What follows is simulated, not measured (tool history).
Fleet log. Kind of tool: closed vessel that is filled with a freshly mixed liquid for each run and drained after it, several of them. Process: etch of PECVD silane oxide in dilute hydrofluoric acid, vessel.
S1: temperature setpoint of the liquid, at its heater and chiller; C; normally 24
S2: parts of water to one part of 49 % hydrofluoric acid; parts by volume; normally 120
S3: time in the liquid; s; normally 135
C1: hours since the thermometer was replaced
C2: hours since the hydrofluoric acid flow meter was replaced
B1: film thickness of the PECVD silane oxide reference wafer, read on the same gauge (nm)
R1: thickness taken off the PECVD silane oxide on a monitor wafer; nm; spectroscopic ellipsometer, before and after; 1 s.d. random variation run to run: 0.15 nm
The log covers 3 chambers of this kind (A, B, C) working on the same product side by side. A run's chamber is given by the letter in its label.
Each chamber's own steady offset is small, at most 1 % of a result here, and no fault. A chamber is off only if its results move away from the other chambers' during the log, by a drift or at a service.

run   hour    S1   S2   S3      C1      C2      B1      R1
 1A    5.8    24  120  135   163.7     730  79.994  16.759
 2B   13.4    24  120  135  1162.9  1615.5  80.031  16.407
 3C   20.8    24  120  135   117.9     881  79.974  16.203
 4A   29.3    24  120  135   187.2   753.5  79.981  16.256
 5B     39    24  120  135  1188.5  1641.1  80.009  16.042
 6C   44.9    24  120  135     142   905.1  79.996  16.212
 7A   53.6    24  120  135   211.5   777.8  79.937  16.406
 8C   58.7    24  120  135   155.8   918.9  79.961  16.385
 9B   68.3    24  120  135  1217.8  1670.4  80.003  16.286
10C   78.7    24  120  135   175.8   938.9  80.018  16.499
11A   88.5    24  120  135   246.4   812.7  80.009  16.082
      90.8  -- chamber B: hydrofluoric acid flow meter replaced
12B   95.4    24  120  135  1244.9     4.7  79.987  15.957
13A  106.7    24  120  135   264.6   830.9  79.994  15.944
14B  113.6    24  120  135  1263.1    22.9  80.043  16.253
15C  123.9    24  165   95     221   984.1  79.942  7.9397
16A    134    24  165   95   291.9   858.2  80.001  7.8068
17B  139.4    24  165   95  1288.9    48.7  80.012  7.7795
18C  148.1  26.5  120  135   245.2  1008.3   80.01   18.22
19A  154.8  26.5  120  135   312.7     879  80.021  17.527
20B  161.8  26.5  120  135  1311.3    71.1  80.009  18.062
21C  167.1    24  120  135   264.2  1027.3  80.036   16.51
22A  172.1    24  120  135     330   896.3  80.008  15.674
23C  180.6    24  120  135   277.7  1040.8  80.027  16.269
24B  189.4    24  120  135  1338.9    98.7   79.99  16.281

One chamber off, gauge drift, or nothing amiss beyond the chambers' own small offsets? If it is a chamber, which one, and what is the likeliest cause?

One chamber, A, drifts off from the rest bit by bit.
Likeliest cause: hydrofluoric acid flow below the setpoint (%) = 5.95.
Not necessarily distinguishable in this log from: liquid colder than its thermometer reads (K).

Here are 4 candidates for chamber A's next run, each the usual settings with a change, their results left as question marks. Which one brings its results back in line with what the others give on the usual settings?
In line means no further than this from the other chambers' mean on the usual settings: R1 0.53 nm
25A-1  197.6    24  115  135               ?
25A-2  197.6    24  120  120               ?
25A-3  197.6    24  125  135               ?
25A-4  197.6  24.5  120  150               ?

Other chambers, usual settings, mean: R1 16.348 nm
  run      R1
25A-1  16.229
25A-2   13.74
25A-3  14.749
25A-4  17.518
Change 25A-1 lands the chamber within the allowed miss of the other chambers.
